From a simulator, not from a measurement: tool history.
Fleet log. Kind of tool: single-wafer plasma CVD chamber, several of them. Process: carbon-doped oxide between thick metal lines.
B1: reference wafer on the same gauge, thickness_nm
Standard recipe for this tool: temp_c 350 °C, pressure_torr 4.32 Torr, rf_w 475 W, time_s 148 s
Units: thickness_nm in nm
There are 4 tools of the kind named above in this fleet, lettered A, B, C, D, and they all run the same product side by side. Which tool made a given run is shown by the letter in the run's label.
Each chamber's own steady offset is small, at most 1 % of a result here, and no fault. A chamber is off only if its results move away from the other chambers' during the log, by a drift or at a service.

Run 1B, hour 2.4: usual settings; B1 670.19. Result: thickness_nm 710.29 nm.
Run 2A, hour 5.6: usual settings; B1 670.05. Result: thickness_nm 708.09 nm.
Run 3C, hour 10.3: usual settings; B1 670.24. Result: thickness_nm 708.68 nm.
Run 4D, hour 12.8: usual settings; B1 670.45. Result: thickness_nm 706.05 nm.
Run 5D, hour 16.2: usual settings; B1 670.54. Result: thickness_nm 705.74 nm.
Run 6B, hour 18.8: usual settings; B1 670.67. Result: thickness_nm 711.91 nm.
Run 7A, hour 23.3: usual settings; B1 671.06. Result: thickness_nm 706.19 nm.
Run 8C, hour 27.5: usual settings; B1 670.89. Result: thickness_nm 709.29 nm.
Run 9D, hour 31.7: usual settings; B1 671.36. Result: thickness_nm 707.15 nm.
Run 10C, hour 36.9: usual settings; B1 671.43. Result: thickness_nm 710.16 nm.
Run 11A, hour 40.6: usual settings; B1 671.45. Result: thickness_nm 708.21 nm.
Run 12B, hour 43.6: usual settings; B1 671.40. Result: thickness_nm 715.35 nm.
Run 13B, hour 45.8: usual settings; B1 671.99. Result: thickness_nm 712.99 nm.
Run 14D, hour 48.5: usual settings; B1 671.84. Result: thickness_nm 707.01 nm.
Run 15C, hour 53.4: usual settings; B1 671.94. Result: thickness_nm 709.77 nm.
Run 16A, hour 57.1: usual settings; B1 672.10. Result: thickness_nm 710.76 nm.
Run 17C, hour 59.5: usual settings but temp_c 358 °C; B1 672.01. Result: thickness_nm 697.85 nm.
Run 18B, hour 63.0: usual settings but temp_c 358 °C; B1 672.05. Result: thickness_nm 701.80 nm.
Run 19D, hour 66.0: usual settings but temp_c 358 °C; B1 672.15. Result: thickness_nm 693.25 nm.
Run 20A, hour 70.1: usual settings but temp_c 358 °C; B1 672.48. Result: thickness_nm 694.20 nm.
Run 21C, hour 74.6: usual settings; B1 672.71. Result: thickness_nm 711.26 nm.
Run 22B, hour 77.0: usual settings; B1 673.12. Result: thickness_nm 713.95 nm.
Run 23D, hour 81.5: usual settings; B1 672.81. Result: thickness_nm 708.68 nm.
Run 24A, hour 84.5: usual settings; B1 673.18. Result: thickness_nm 709.35 nm.
Run 25A, hour 89.1: usual settings; B1 673.39. Result: thickness_nm 710.23 nm.
Run 26D, hour 94.0: usual settings; B1 673.57. Result: thickness_nm 707.46 nm.
Run 27B, hour 96.4: usual settings; B1 673.78. Result: thickness_nm 716.86 nm.
Run 28C, hour 100.6: usual settings; B1 673.65. Result: thickness_nm 714.22 nm.
Run 29C, hour 103.0: usual settings; B1 673.69. Result: thickness_nm 714.95 nm.

The same settings go to every chamber for the next run, one line per chamber below. Forecast the results for each:
Run 30A, hour 106.7: usual settings but time_s 163 s. Result: thickness_nm ?.
Run 30B, hour 106.7: usual settings but time_s 163 s. Result: thickness_nm ?.
Run 30C, hour 106.7: usual settings but time_s 163 s. Result: thickness_nm ?.
Run 30D, hour 106.7: usual settings but time_s 163 s. Result: thickness_nm ?.

run  thickness_nm
30A        783.16
30B        789.66
30C        786.76
30D        779.81
